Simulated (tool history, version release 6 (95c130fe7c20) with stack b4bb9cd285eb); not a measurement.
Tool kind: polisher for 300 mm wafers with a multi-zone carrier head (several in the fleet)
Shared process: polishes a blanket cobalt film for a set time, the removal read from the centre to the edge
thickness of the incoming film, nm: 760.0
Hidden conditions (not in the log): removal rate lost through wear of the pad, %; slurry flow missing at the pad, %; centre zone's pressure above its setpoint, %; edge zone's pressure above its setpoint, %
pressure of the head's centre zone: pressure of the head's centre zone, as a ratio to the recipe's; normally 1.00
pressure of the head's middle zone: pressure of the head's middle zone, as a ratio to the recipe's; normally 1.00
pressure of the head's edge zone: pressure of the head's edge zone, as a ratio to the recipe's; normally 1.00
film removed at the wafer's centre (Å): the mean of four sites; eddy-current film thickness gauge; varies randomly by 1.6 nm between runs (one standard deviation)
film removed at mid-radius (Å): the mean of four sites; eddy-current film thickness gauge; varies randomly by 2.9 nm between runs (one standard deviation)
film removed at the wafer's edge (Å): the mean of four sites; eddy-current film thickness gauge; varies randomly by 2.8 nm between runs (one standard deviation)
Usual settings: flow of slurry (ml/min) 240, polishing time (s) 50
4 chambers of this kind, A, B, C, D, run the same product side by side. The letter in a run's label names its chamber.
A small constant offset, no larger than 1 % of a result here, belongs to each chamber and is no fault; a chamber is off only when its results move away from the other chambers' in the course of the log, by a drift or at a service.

run   hour  flow of slurry (ml/min)  pressure of the head's centre zone  pressure of the head's middle zone  pressure of the head's edge zone  polishing time (s)  wafers polished on this pad  hours since the slurry nozzle was cleaned  hours since the centre zone pressure was calibrated  hours since the edge zone pressure was calibrated  film removed at the wafer's centre (Å)  film removed at mid-radius (Å)  film removed at the wafer's edge (Å)
 1C    5.4                      240                                1.00                                1.00                              1.00                  50                          480                                      249.7                                                353.7                                              214.6                                  2489.8                          2476.6                                2464.6
       6.7  -- chamber D: slurry nozzle cleaned
 2A   10.2                      240                                1.00                                1.00                              1.00                  50                          346                                      228.0                                                235.5                                               75.7                                  2483.0                          2465.3                                2486.8
 3D   14.9                      240                                1.00                                1.00                              1.00                  50                          291                                        8.3                                                876.7                                              281.8                                  2487.1                          2493.9                                2483.3
      15.8  -- chamber B: slurry nozzle cleaned
 4B   19.6                      240                                1.00                                1.00                              1.00                  50                          659                                        3.8                                                428.2                                              232.4                                  2471.6                          2449.8                                2492.4
      22.6  -- chamber B: worn pad replaced by a new one
 5C   24.7                      240                                1.00                                1.00                              1.00                  50                          630                                      269.0                                                373.0                                              233.9                                  2480.6                          2447.8                                2498.3
 6A   29.3                      240                                1.00                                1.00                              1.00                  50                          494                                      247.1                                                254.6                                               94.8                                  2479.8                          2531.1                                2493.2
 7D   33.9                      270                                1.00                                0.91                              1.00                  50                          438                                       27.3                                                895.7                                              300.8                                  2518.2                          2319.8                                2558.6
 8B   39.8                      270                                1.00                                0.91                              1.00                  50                          134                                       24.0                                                448.4                                              252.6                                  2491.7                          2346.5                                2542.9
 9C   45.4                      270                                1.00                                0.91                              1.00                  50                          790                                      289.7                                                393.7                                              254.6                                  2490.3                          2290.9                                2532.7
10D   50.2                      270                                1.00                                0.91                              1.00                  50                          565                                       43.6                                                912.0                                              317.1                                  2516.5                          2311.7                                2541.5
11B   57.8                      310                                1.00                                1.07                              1.00                  50                          273                                       42.0                                                466.4                                              270.6                                  2571.0                          2698.3                                2529.8
12A   65.1                      310                                1.00                                1.07                              1.00                  50                          772                                      282.9                                                290.4                                              130.6                                  2545.5                          2726.8                                2501.4
13A   69.0                      310                                1.00                                1.07                              1.00                  50                          803                                      286.8                                                294.3                                              134.5                                  2578.4                          2723.5                                2528.3
14C   72.6                      310                                1.00                                1.07                              1.00                  50                         1002                                      316.9                                                420.9                                              281.8                                  2549.1                          2653.2                                2508.7
15B   80.5                      240                                1.00                                1.00                              1.00                  50                          450                                       64.7                                                489.1                                              293.3                                  2479.6                          2467.0                                2554.2
16D   85.3                      240                                1.00                                1.00                              1.00                  50                          837                                       78.7                                                947.1                                              352.2                                  2490.7                          2503.2                                2476.5
17D   92.5                      240                                1.00                                1.00                              1.00                  50                          893                                       85.9                                                954.3                                              359.4                                  2491.0                          2479.8                                2484.5
18B   96.8                      240                                1.00                                1.07                              0.94                  50                          576                                       81.0                                                505.4                                              309.6                                  2532.7                          2632.1                                2367.2
      98.6  -- chamber C: worn pad replaced by a new one
     102.2  -- chamber C: centre zone pressure recalibrated
19C  104.1                      240                                1.00                                1.07                              0.94                  50                           43                                      348.4                                                  2.0                                              313.3                                  2471.9                          2587.9                                2353.3
     109.5  -- chamber B: worn pad replaced by a new one
     109.6  -- chamber C: slurry nozzle cleaned
20A  110.3                      240                                1.00                                1.07                              0.94                  50                         1123                                      328.1                                                335.6                                              175.8                                  2481.0                          2592.7                                2395.4
21A  115.1                      240                                1.00                                1.07                              0.94                  50                         1160                                      332.9                                                340.4                                              180.6                                  2435.7                          2599.4                                2337.7
22B  121.0                      240                                1.00                                1.00                              1.00                  50                           89                                      105.2                                                529.6                                              333.8                                  2463.5                          2520.8                                2522.6
23C  129.0                      240                                1.00                                1.00                              1.00                  50                          236                                       19.5                                                 26.9                                              338.2                                  2470.1                          2453.2                                2422.3
24D  133.6                      240                                1.00                                1.00                              1.00                  50                         1212                                      127.0                                                995.4                                              400.5                                  2501.2                          2518.8                                2546.6
25C  137.7                      240                                1.00                                1.00                              1.00                  50                          303                                       28.2                                                 35.6                                              346.9                                  2481.3                          2446.2                                2457.5
26D  144.0                      240                                1.00                                1.00                              1.00                  50                         1293                                      137.4                                               1005.8                                              410.9                                  2470.0                          2512.5                                2490.5
27A  148.3                      240                                1.00                                1.00                              1.00                  50                         1418                                      366.1                                                373.6                                              213.8                                  2451.5                          2434.3                                2434.0
28B  156.1                      240                                1.00                                1.00                              1.00                  50                          361                                      140.3                                                564.7                                              368.9                                  2499.4                          2496.7                                2458.7
29A  162.9                      240                                1.00                                1.00                              1.00                  50                         1532                                      380.7                                                388.2                                              228.4                                  2412.4                          2409.0                                2449.5
     165.0  -- chamber A: worn pad replaced by a new one
30B  169.1                      240                                1.00                                1.00                              1.00                  50                          462                                      153.3                                                577.7                                              381.9                                  2479.8                          2471.0                                2512.2
31C  176.3                      240                                1.00                                1.00                              1.00                  50                          603                                       66.8                                                 74.2                                              385.5                                  2485.0                          2471.1                                2439.6
32D  181.2                      240                                1.00                                1.00                              1.00                  50                         1582                                      174.6                                               1043.0                                              448.1                                  2494.4                          2476.9                                2544.3
     184.5  -- chamber D: worn pad replaced by a new one
33B  188.3                      240                                1.00                                1.00                              1.00                  50                          611                                      172.5                                                596.9                                              401.1                                  2489.4                          2462.2                                2495.9
34C  196.1                      240                                1.00                                1.00                              1.00                  50                          757                                       86.6                                                 94.0                                              405.3                                  2467.2                          2484.9                                2478.9
35A  200.4                      240                                1.00                                1.00                              1.10                  50                          275                                      418.2                                                425.7                                              265.9                                  2430.8                          2366.0                                2575.4
     201.3  -- chamber B: worn pad replaced by a new one
36D  205.3                      240                                1.00                                1.00                              1.10                  50                          161                                      198.7                                               1067.1                                              472.2                                  2476.0                          2482.8                                2643.8
37A  213.4                      240                                1.00                                1.00                              1.10                  50                          376                                      431.2                                                438.7                                              278.9                                  2403.3                          2388.2                                2528.1
38D  221.1                      240                                1.00                                1.00                              1.10                  50                          284                                      214.5                                               1082.9                                              488.0                                  2476.6                          2439.6                                2600.3
     224.4  -- chamber D: slurry nozzle cleaned
39B  226.4                      240                                1.00                                1.00                              1.00                  50                          195                                      210.6                                                635.0                                              439.2                                  2497.2                          2465.3                                2529.1
40C  231.3                      240                                1.00                                1.00                              1.00                  50                         1030                                      121.8                                                129.2                                              440.5                                  2504.8                          2478.8                                2472.1
41B  235.8                      180                                1.06                                1.00                              1.00                  50                          268                                      220.0                                                644.4                                              448.6                                  2522.6                          2402.3                                2437.8
42D  239.5                      180                                1.06                                1.00                              1.00                  50                          427                                       15.2                                               1101.3                                              506.4                                  2523.3                          2412.5                                2472.0
43A  246.5                      180                                1.06                                1.00                              1.00                  50                          633                                      464.3                                                471.8                                              312.0                                  2385.3                          2236.8                                2338.2
44C  250.2                      180                                1.06                                1.00                              1.00                  50                         1177                                      140.7                                                148.1                                              459.4                                  2495.0                          2330.3                                2375.6

Which is it: a chamber that has drifted or been left off by a service, a gauge drift common to all chambers, or only each chamber's usual small offset? If a chamber is off, name it and its likeliest cause.

Little by little, chamber A moves away from the other chambers.
What lies behind it: slurry flow missing at the pad, % = 27.6.

Chamber A could run next with any of the 4 candidate recipes listed below; each alters the usual settings, and their results appear as question marks. Which one brings its results back in line with what the other chambers deliver on the usual settings?
A result is in line if it is within this distance of the other chambers' mean on the usual settings: film removed at the wafer's centre (Å) 58.0; film removed at mid-radius (Å) 100.0; film removed at the wafer's edge (Å) 99.0
45A-1  256.1                      235                                0.98                                0.98                              1.01                  47                                                                                                                                                                                                                       ?                               ?                                     ?
45A-2  256.1                      245                                1.02                                1.02                              0.99                  53                                                                                                                                                                                                                       ?                               ?                                     ?
45A-3  256.1                      245                                1.01                                1.01                              0.99                  52                                                                                                                                                                                                                       ?                               ?                                     ?
45A-4  256.1                      235                                0.99                                0.99                              1.01                  48                                                                                                                                                                                                                       ?                               ?                                     ?

Other chambers, usual settings, mean: film removed at the wafer's centre (Å) 2480.6; film removed at mid-radius (Å) 2484.6; film removed at the wafer's edge (Å) 2492.5
  run  film removed at the wafer's centre (Å)  film removed at mid-radius (Å)  film removed at the wafer's edge (Å)
45A-1                                  2172.2                          2190.4                                2268.4
45A-2                                  2581.4                          2580.9                                2542.9
45A-3                                  2505.0                          2509.2                                2495.3
45A-4                                  2243.9                          2258.1                                2316.3
With 45A-3, the chamber falls back in line with the rest.

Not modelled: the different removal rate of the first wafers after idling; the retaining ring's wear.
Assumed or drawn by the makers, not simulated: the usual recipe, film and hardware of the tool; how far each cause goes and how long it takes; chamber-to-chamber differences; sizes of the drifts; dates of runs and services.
